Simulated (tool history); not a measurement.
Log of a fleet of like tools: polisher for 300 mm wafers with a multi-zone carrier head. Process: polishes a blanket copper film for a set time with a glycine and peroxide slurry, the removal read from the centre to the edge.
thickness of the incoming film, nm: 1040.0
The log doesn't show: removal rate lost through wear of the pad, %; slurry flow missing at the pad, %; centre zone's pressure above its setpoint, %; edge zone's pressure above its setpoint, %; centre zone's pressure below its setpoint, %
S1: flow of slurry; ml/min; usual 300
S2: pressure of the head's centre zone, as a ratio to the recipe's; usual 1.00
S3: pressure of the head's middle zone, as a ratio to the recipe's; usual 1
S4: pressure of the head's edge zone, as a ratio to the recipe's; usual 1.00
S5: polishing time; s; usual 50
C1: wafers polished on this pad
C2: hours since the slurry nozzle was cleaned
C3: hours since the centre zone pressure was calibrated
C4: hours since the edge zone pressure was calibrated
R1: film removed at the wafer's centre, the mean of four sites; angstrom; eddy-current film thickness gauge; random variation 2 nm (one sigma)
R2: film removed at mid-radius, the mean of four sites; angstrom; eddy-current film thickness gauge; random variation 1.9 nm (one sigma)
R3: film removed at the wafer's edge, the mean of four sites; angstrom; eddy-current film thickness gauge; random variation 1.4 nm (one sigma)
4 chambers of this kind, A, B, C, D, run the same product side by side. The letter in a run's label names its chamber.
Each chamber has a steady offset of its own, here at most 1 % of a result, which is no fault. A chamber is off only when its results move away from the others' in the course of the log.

| run | hour | S1 | S2 | S3 | S4 | S5 | C1 | C2 | C3 | C4 | R1 | R2 | R3 |
|---|---|---|---|---|---|---|---|---|---|---|---|---|---|
| 1A | 4.5 | 300 | 1.00 | 1 | 1.00 | 50 | 683 | 65.3 | 399.4 | 428.2 | 1506.2 | 1509.0 | 1499.4 |
| 2D | 6.9 | 300 | 1.00 | 1 | 1.00 | 50 | 237 | 473.1 | 1402.7 | 388.8 | 1466.4 | 1518.0 | 1508.4 |
| 3C | 11.8 | 300 | 1.00 | 1 | 1.00 | 50 | 506 | 385.7 | 552.6 | 1207.7 | 1539.4 | 1501.7 | 1499.6 |
|  | 12.8 | chamber C: worn pad replaced by a new one |
| 4B | 15.5 | 300 | 1.00 | 1 | 1.00 | 50 | 885 | 173.5 | 431.0 | 824.6 | 1497.5 | 1510.6 | 1521.7 |
| 5A | 18.8 | 300 | 1.00 | 1 | 1.00 | 50 | 800 | 79.6 | 413.7 | 442.5 | 1494.0 | 1474.1 | 1512.6 |
|  | 21.3 | chamber A: worn pad replaced by a new one |
| 6D | 23.1 | 300 | 1.00 | 1 | 1.00 | 50 | 370 | 489.3 | 1418.9 | 405.0 | 1476.7 | 1505.5 | 1488.9 |
| 7B | 28.0 | 300 | 1.00 | 1 | 1.00 | 50 | 988 | 186.0 | 443.5 | 837.1 | 1505.6 | 1505.7 | 1529.6 |
| 8C | 31.0 | 300 | 1.00 | 1 | 1.00 | 50 | 149 | 404.9 | 571.8 | 1226.9 | 1468.7 | 1522.9 | 1504.1 |
| 9C | 35.7 | 215 | 1.00 | 1 | 1.00 | 50 | 188 | 409.6 | 576.5 | 1231.6 | 1422.8 | 1408.5 | 1452.1 |
| 10B | 40.5 | 215 | 1.00 | 1 | 1.00 | 50 | 1090 | 198.5 | 456.0 | 849.6 | 1463.0 | 1438.2 | 1460.8 |
| 11A | 43.4 | 215 | 1.00 | 1 | 1.00 | 50 | 181 | 104.2 | 438.3 | 467.1 | 1408.6 | 1457.1 | 1445.4 |
| 12D | 46.4 | 215 | 1.00 | 1 | 1.00 | 50 | 561 | 512.6 | 1442.2 | 428.3 | 1416.3 | 1445.5 | 1438.1 |
| 13B | 49.6 | 300 | 1.00 | 1 | 1.00 | 50 | 1165 | 207.6 | 465.1 | 858.7 | 1478.8 | 1521.7 | 1496.1 |
| 14A | 52.8 | 300 | 1.00 | 1 | 1.00 | 50 | 258 | 113.6 | 447.7 | 476.5 | 1483.0 | 1456.3 | 1497.5 |
| 15C | 56.3 | 300 | 1.00 | 1 | 1.00 | 50 | 357 | 430.2 | 597.1 | 1252.2 | 1499.1 | 1497.7 | 1504.5 |
| 16D | 61.3 | 300 | 1.00 | 1 | 1.00 | 50 | 683 | 527.5 | 1457.1 | 443.2 | 1475.4 | 1489.0 | 1491.1 |
| 17D | 64.3 | 300 | 1.00 | 1 | 1.00 | 50 | 708 | 530.5 | 1460.1 | 446.2 | 1499.0 | 1500.2 | 1493.9 |
| 18C | 69.1 | 300 | 1.00 | 1 | 1.00 | 50 | 462 | 443.0 | 609.9 | 1265.0 | 1472.6 | 1528.3 | 1496.7 |
| 19A | 72.0 | 300 | 1.00 | 1 | 1.04 | 50 | 416 | 132.8 | 466.9 | 495.7 | 1499.5 | 1540.3 | 1535.4 |
| 20B | 76.7 | 300 | 1.00 | 1 | 1.04 | 50 | 1387 | 234.7 | 492.2 | 885.8 | 1482.5 | 1520.4 | 1523.7 |
| 21D | 79.8 | 300 | 1.00 | 1 | 1.04 | 50 | 835 | 546.0 | 1475.6 | 461.7 | 1504.6 | 1476.4 | 1524.4 |
|  | 83.1 | chamber C: worn pad replaced by a new one |
| 22C | 83.3 | 300 | 1.00 | 1 | 1.04 | 50 | 1 | 457.2 | 624.1 | 1279.2 | 1527.7 | 1522.8 | 1514.6 |
| 23B | 86.9 | 300 | 1.00 | 1 | 1.00 | 50 | 1470 | 244.9 | 502.4 | 896.0 | 1489.9 | 1465.2 | 1508.8 |
| 24A | 89.2 | 300 | 1.00 | 1 | 1.00 | 50 | 557 | 150.0 | 484.1 | 512.9 | 1500.3 | 1512.7 | 1512.5 |
| 25B | 94.1 | 300 | 1.00 | 1 | 1.00 | 50 | 1529 | 252.1 | 509.6 | 903.2 | 1505.6 | 1461.9 | 1514.3 |
| 26D | 97.4 | 300 | 1.00 | 1 | 1.00 | 50 | 979 | 563.6 | 1493.2 | 479.3 | 1505.1 | 1509.5 | 1475.5 |
| 27A | 101.0 | 300 | 1.00 | 1 | 1.00 | 50 | 653 | 161.8 | 495.9 | 524.7 | 1485.3 | 1479.8 | 1505.1 |
| 28C | 104.0 | 300 | 1.00 | 1 | 1.00 | 50 | 171 | 477.9 | 644.8 | 1299.9 | 1476.8 | 1505.2 | 1497.9 |

All 4 chambers run these settings next. Forecast each chamber's results:
| 29A | 107.6 | 300 | 1.08 | 1 | 1.00 | 50 |  |  |  |  | ? | ? | ? |
| 29B | 107.6 | 300 | 1.08 | 1 | 1.00 | 50 |  |  |  |  | ? | ? | ? |
| 29C | 107.6 | 300 | 1.08 | 1 | 1.00 | 50 |  |  |  |  | ? | ? | ? |
| 29D | 107.6 | 300 | 1.08 | 1 | 1.00 | 50 |  |  |  |  | ? | ? | ? |

| run | R1 | R2 | R3 |
|---|---|---|---|
| 29A | 1612.0 | 1494.2 | 1480.3 |
| 29B | 1629.2 | 1524.2 | 1515.9 |
| 29C | 1632.0 | 1513.4 | 1496.1 |
| 29D | 1654.5 | 1501.7 | 1487.7 |
